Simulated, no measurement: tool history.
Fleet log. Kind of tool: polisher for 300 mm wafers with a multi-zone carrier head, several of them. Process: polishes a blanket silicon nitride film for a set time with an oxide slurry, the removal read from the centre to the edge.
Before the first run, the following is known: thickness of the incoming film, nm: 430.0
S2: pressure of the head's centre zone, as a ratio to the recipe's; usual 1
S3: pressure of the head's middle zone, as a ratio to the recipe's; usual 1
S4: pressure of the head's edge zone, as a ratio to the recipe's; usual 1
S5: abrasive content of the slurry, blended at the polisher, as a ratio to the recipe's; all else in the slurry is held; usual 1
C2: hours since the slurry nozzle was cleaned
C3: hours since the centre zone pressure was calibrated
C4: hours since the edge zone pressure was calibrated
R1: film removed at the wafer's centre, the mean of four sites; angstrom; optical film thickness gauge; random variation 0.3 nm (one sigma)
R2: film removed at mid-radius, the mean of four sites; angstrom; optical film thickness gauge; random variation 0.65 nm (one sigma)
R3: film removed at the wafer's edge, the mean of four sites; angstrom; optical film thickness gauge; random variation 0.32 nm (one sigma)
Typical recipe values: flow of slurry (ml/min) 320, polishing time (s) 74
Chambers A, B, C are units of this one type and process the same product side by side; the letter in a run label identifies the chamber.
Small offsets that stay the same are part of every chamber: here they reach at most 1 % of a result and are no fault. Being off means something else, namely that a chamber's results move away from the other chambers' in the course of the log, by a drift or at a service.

{"run": "1B", "hour": 4.7, "flow of slurry (ml/min)": 320, "S2": 1, "S3": 1, "S4": 1, "S5": 1, "polishing time (s)": 74, "wafers polished on this pad": 1001, "C2": 228.2, "C3": 1229.3, "C4": 623.1, "R1": 445.16, "R2": 451.27, "R3": 444.19}
{"run": "2A", "hour": 9.9, "flow of slurry (ml/min)": 320, "S2": 1, "S3": 1, "S4": 1, "S5": 1, "polishing time (s)": 74, "wafers polished on this pad": 1178, "C2": 119.3, "C3": 165.4, "C4": 155.5, "R1": 445.25, "R2": 440.28, "R3": 447.7}
{"run": "3C", "hour": 14.2, "flow of slurry (ml/min)": 320, "S2": 1, "S3": 1, "S4": 1, "S5": 1, "polishing time (s)": 74, "wafers polished on this pad": 820, "C2": 767.2, "C3": 1327.7, "C4": 406.7, "R1": 437.76, "R2": 437.54, "R3": 443.77}
{"hour": 17.3, "done": "chamber B: slurry nozzle cleaned"}
{"run": "4C", "hour": 19.1, "flow of slurry (ml/min)": 320, "S2": 1, "S3": 1, "S4": 1, "S5": 1, "polishing time (s)": 74, "wafers polished on this pad": 852, "C2": 772.1, "C3": 1332.6, "C4": 411.6, "R1": 436.18, "R2": 440.97, "R3": 438.71}
{"hour": 21.8, "done": "chamber B: worn pad replaced by a new one"}
{"run": "5B", "hour": 23.0, "flow of slurry (ml/min)": 320, "S2": 1, "S3": 1, "S4": 1, "S5": 1, "polishing time (s)": 74, "wafers polished on this pad": 7, "C2": 5.8, "C3": 1247.6, "C4": 641.4, "R1": 442.06, "R2": 448.55, "R3": 451.8}
{"run": "6A", "hour": 26.8, "flow of slurry (ml/min)": 320, "S2": 1, "S3": 1, "S4": 1, "S5": 1, "polishing time (s)": 74, "wafers polished on this pad": 1289, "C2": 136.2, "C3": 182.3, "C4": 172.4, "R1": 448.42, "R2": 451.91, "R3": 443.1}
{"run": "7C", "hour": 30.7, "flow of slurry (ml/min)": 320, "S2": 1, "S3": 1, "S4": 1, "S5": 1, "polishing time (s)": 74, "wafers polished on this pad": 928, "C2": 783.7, "C3": 1344.2, "C4": 423.2, "R1": 442.08, "R2": 456.33, "R3": 440.51}
{"run": "8A", "hour": 35.1, "flow of slurry (ml/min)": 320, "S2": 1, "S3": 1, "S4": 1, "S5": 1, "polishing time (s)": 74, "wafers polished on this pad": 1343, "C2": 144.5, "C3": 190.6, "C4": 180.7, "R1": 445.88, "R2": 446.34, "R3": 449.12}
{"hour": 38.0, "done": "chamber A: worn pad replaced by a new one"}
{"hour": 38.9, "done": "chamber C: slurry nozzle cleaned"}
{"run": "9B", "hour": 39.0, "flow of slurry (ml/min)": 320, "S2": 1, "S3": 1, "S4": 1, "S5": 1, "polishing time (s)": 74, "wafers polished on this pad": 112, "C2": 21.8, "C3": 1263.6, "C4": 657.4, "R1": 445.49, "R2": 447.06, "R3": 446.51}
{"run": "10B", "hour": 43.3, "flow of slurry (ml/min)": 320, "S2": 1, "S3": 1, "S4": 1, "S5": 1, "polishing time (s)": 90, "wafers polished on this pad": 141, "C2": 26.1, "C3": 1267.9, "C4": 661.7, "R1": 541.69, "R2": 554.06, "R3": 539.76}
{"run": "11C", "hour": 46.3, "flow of slurry (ml/min)": 320, "S2": 1, "S3": 1, "S4": 1, "S5": 1, "polishing time (s)": 90, "wafers polished on this pad": 1030, "C2": 7.5, "C3": 1359.8, "C4": 438.8, "R1": 532.48, "R2": 549.65, "R3": 536.95}
{"run": "12A", "hour": 51.2, "flow of slurry (ml/min)": 320, "S2": 1, "S3": 1, "S4": 1, "S5": 1, "polishing time (s)": 90, "wafers polished on this pad": 86, "C2": 160.6, "C3": 206.7, "C4": 196.8, "R1": 540.41, "R2": 541.16, "R3": 540.6}
{"run": "13B", "hour": 55.5, "flow of slurry (ml/min)": 320, "S2": 1, "S3": 1, "S4": 1, "S5": 1, "polishing time (s)": 74, "wafers polished on this pad": 221, "C2": 38.3, "C3": 1280.1, "C4": 673.9, "R1": 446.08, "R2": 440.65, "R3": 437.97}
{"run": "14C", "hour": 60.2, "flow of slurry (ml/min)": 320, "S2": 1, "S3": 1, "S4": 1.1, "S5": 1, "polishing time (s)": 74, "wafers polished on this pad": 1122, "C2": 21.4, "C3": 1373.7, "C4": 452.7, "R1": 434.24, "R2": 440.49, "R3": 462.14}
{"run": "15A", "hour": 64.9, "flow of slurry (ml/min)": 320, "S2": 1, "S3": 1, "S4": 1.1, "S5": 1, "polishing time (s)": 74, "wafers polished on this pad": 176, "C2": 174.3, "C3": 220.4, "C4": 210.5, "R1": 447.11, "R2": 443.68, "R3": 471.5}
{"run": "16B", "hour": 69.5, "flow of slurry (ml/min)": 320, "S2": 1, "S3": 1, "S4": 1.1, "S5": 1, "polishing time (s)": 74, "wafers polished on this pad": 312, "C2": 52.3, "C3": 1294.1, "C4": 687.9, "R1": 446.98, "R2": 428.57, "R3": 467.93}
{"run": "17A", "hour": 72.2, "flow of slurry (ml/min)": 320, "S2": 1, "S3": 1, "S4": 1, "S5": 1, "polishing time (s)": 74, "wafers polished on this pad": 224, "C2": 181.6, "C3": 227.7, "C4": 217.8, "R1": 440.59, "R2": 438.55, "R3": 447.94}
{"hour": 73.4, "done": "chamber C: centre zone pressure recalibrated"}
{"run": "18C", "hour": 75.3, "flow of slurry (ml/min)": 320, "S2": 1, "S3": 1, "S4": 1, "S5": 1, "polishing time (s)": 74, "wafers polished on this pad": 1221, "C2": 36.5, "C3": 2, "C4": 467.8, "R1": 406.78, "R2": 434.24, "R3": 440.5}
{"run": "19A", "hour": 78.1, "flow of slurry (ml/min)": 320, "S2": 1, "S3": 1, "S4": 1, "S5": 1, "polishing time (s)": 74, "wafers polished on this pad": 263, "C2": 187.5, "C3": 233.6, "C4": 223.7, "R1": 443.02, "R2": 442.14, "R3": 446.89}
{"run": "20C", "hour": 82.9, "flow of slurry (ml/min)": 320, "S2": 1, "S3": 1.07, "S4": 1, "S5": 1, "polishing time (s)": 74, "wafers polished on this pad": 1270, "C2": 44.1, "C3": 9.6, "C4": 475.4, "R1": 416.68, "R2": 474.31, "R3": 434.18}
{"run": "21B", "hour": 87.3, "flow of slurry (ml/min)": 320, "S2": 1, "S3": 1.07, "S4": 1, "S5": 1, "polishing time (s)": 74, "wafers polished on this pad": 429, "C2": 70.1, "C3": 1311.9, "C4": 705.7, "R1": 443.56, "R2": 471.63, "R3": 438.8}
{"hour": 88.1, "done": "chamber C: worn pad replaced by a new one"}
{"hour": 89.4, "done": "chamber A: slurry nozzle cleaned"}
{"run": "22A", "hour": 91.0, "flow of slurry (ml/min)": 320, "S2": 1, "S3": 1.07, "S4": 1, "S5": 1, "polishing time (s)": 74, "wafers polished on this pad": 347, "C2": 1.6, "C3": 246.5, "C4": 236.6, "R1": 448.67, "R2": 469.86, "R3": 448.08}
{"run": "23C", "hour": 95.2, "flow of slurry (ml/min)": 320, "S2": 1, "S3": 1, "S4": 1, "S5": 0.75, "polishing time (s)": 74, "wafers polished on this pad": 46, "C2": 56.4, "C3": 21.9, "C4": 487.7, "R1": 355.22, "R2": 387.2, "R3": 386.4}
{"run": "24B", "hour": 98.3, "flow of slurry (ml/min)": 320, "S2": 1, "S3": 1, "S4": 1, "S5": 0.75, "polishing time (s)": 74, "wafers polished on this pad": 501, "C2": 81.1, "C3": 1322.9, "C4": 716.7, "R1": 384.76, "R2": 379.94, "R3": 380.1}
{"run": "25C", "hour": 101.0, "flow of slurry (ml/min)": 320, "S2": 1, "S3": 1, "S4": 1, "S5": 0.75, "polishing time (s)": 74, "wafers polished on this pad": 84, "C2": 62.2, "C3": 27.7, "C4": 493.5, "R1": 360.71, "R2": 384.32, "R3": 383.07}
{"run": "26B", "hour": 103.4, "flow of slurry (ml/min)": 425, "S2": 1, "S3": 1, "S4": 1, "S5": 0.8, "polishing time (s)": 74, "wafers polished on this pad": 535, "C2": 86.2, "C3": 1328, "C4": 721.8, "R1": 413.72, "R2": 407.45, "R3": 401.42}
{"run": "27A", "hour": 106.9, "flow of slurry (ml/min)": 425, "S2": 1, "S3": 1, "S4": 1, "S5": 0.8, "polishing time (s)": 74, "wafers polished on this pad": 452, "C2": 17.5, "C3": 262.4, "C4": 252.5, "R1": 408.24, "R2": 412.29, "R3": 404.08}
{"run": "28A", "hour": 109.7, "flow of slurry (ml/min)": 425, "S2": 1, "S3": 1, "S4": 1, "S5": 0.8, "polishing time (s)": 74, "wafers polished on this pad": 470, "C2": 20.3, "C3": 265.2, "C4": 255.3, "R1": 410.83, "R2": 411.18, "R3": 408.76}
{"run": "29B", "hour": 114.7, "flow of slurry (ml/min)": 320, "S2": 1, "S3": 1, "S4": 1, "S5": 1, "polishing time (s)": 74, "wafers polished on this pad": 609, "C2": 97.5, "C3": 1339.3, "C4": 733.1, "R1": 442.67, "R2": 438.49, "R3": 448.16}
{"run": "30C", "hour": 117.0, "flow of slurry (ml/min)": 320, "S2": 1, "S3": 1, "S4": 1, "S5": 1, "polishing time (s)": 74, "wafers polished on this pad": 189, "C2": 78.2, "C3": 43.7, "C4": 509.5, "R1": 410.81, "R2": 449.81, "R3": 442.51}
{"run": "31A", "hour": 122.0, "flow of slurry (ml/min)": 320, "S2": 1, "S3": 1, "S4": 1, "S5": 1, "polishing time (s)": 74, "wafers polished on this pad": 551, "C2": 32.6, "C3": 277.5, "C4": 267.6, "R1": 447.57, "R2": 451.6, "R3": 447.4}

Next, every chamber runs the same settings. What will each give?
{"run": "32A", "hour": 125.7, "flow of slurry (ml/min)": 270, "S2": 1, "S3": 1, "S4": 1, "S5": 1, "polishing time (s)": 74, "R1": "?", "R2": "?", "R3": "?"}
{"run": "32B", "hour": 125.7, "flow of slurry (ml/min)": 270, "S2": 1, "S3": 1, "S4": 1, "S5": 1, "polishing time (s)": 74, "R1": "?", "R2": "?", "R3": "?"}
{"run": "32C", "hour": 125.7, "flow of slurry (ml/min)": 270, "S2": 1, "S3": 1, "S4": 1, "S5": 1, "polishing time (s)": 74, "R1": "?", "R2": "?", "R3": "?"}

run=32A R1=441.76 R2=431.6 R3=440.11
run=32B R1=433.78 R2=435.04 R3=441.25
run=32C R1=406.5 R2=424.51 R3=432.12

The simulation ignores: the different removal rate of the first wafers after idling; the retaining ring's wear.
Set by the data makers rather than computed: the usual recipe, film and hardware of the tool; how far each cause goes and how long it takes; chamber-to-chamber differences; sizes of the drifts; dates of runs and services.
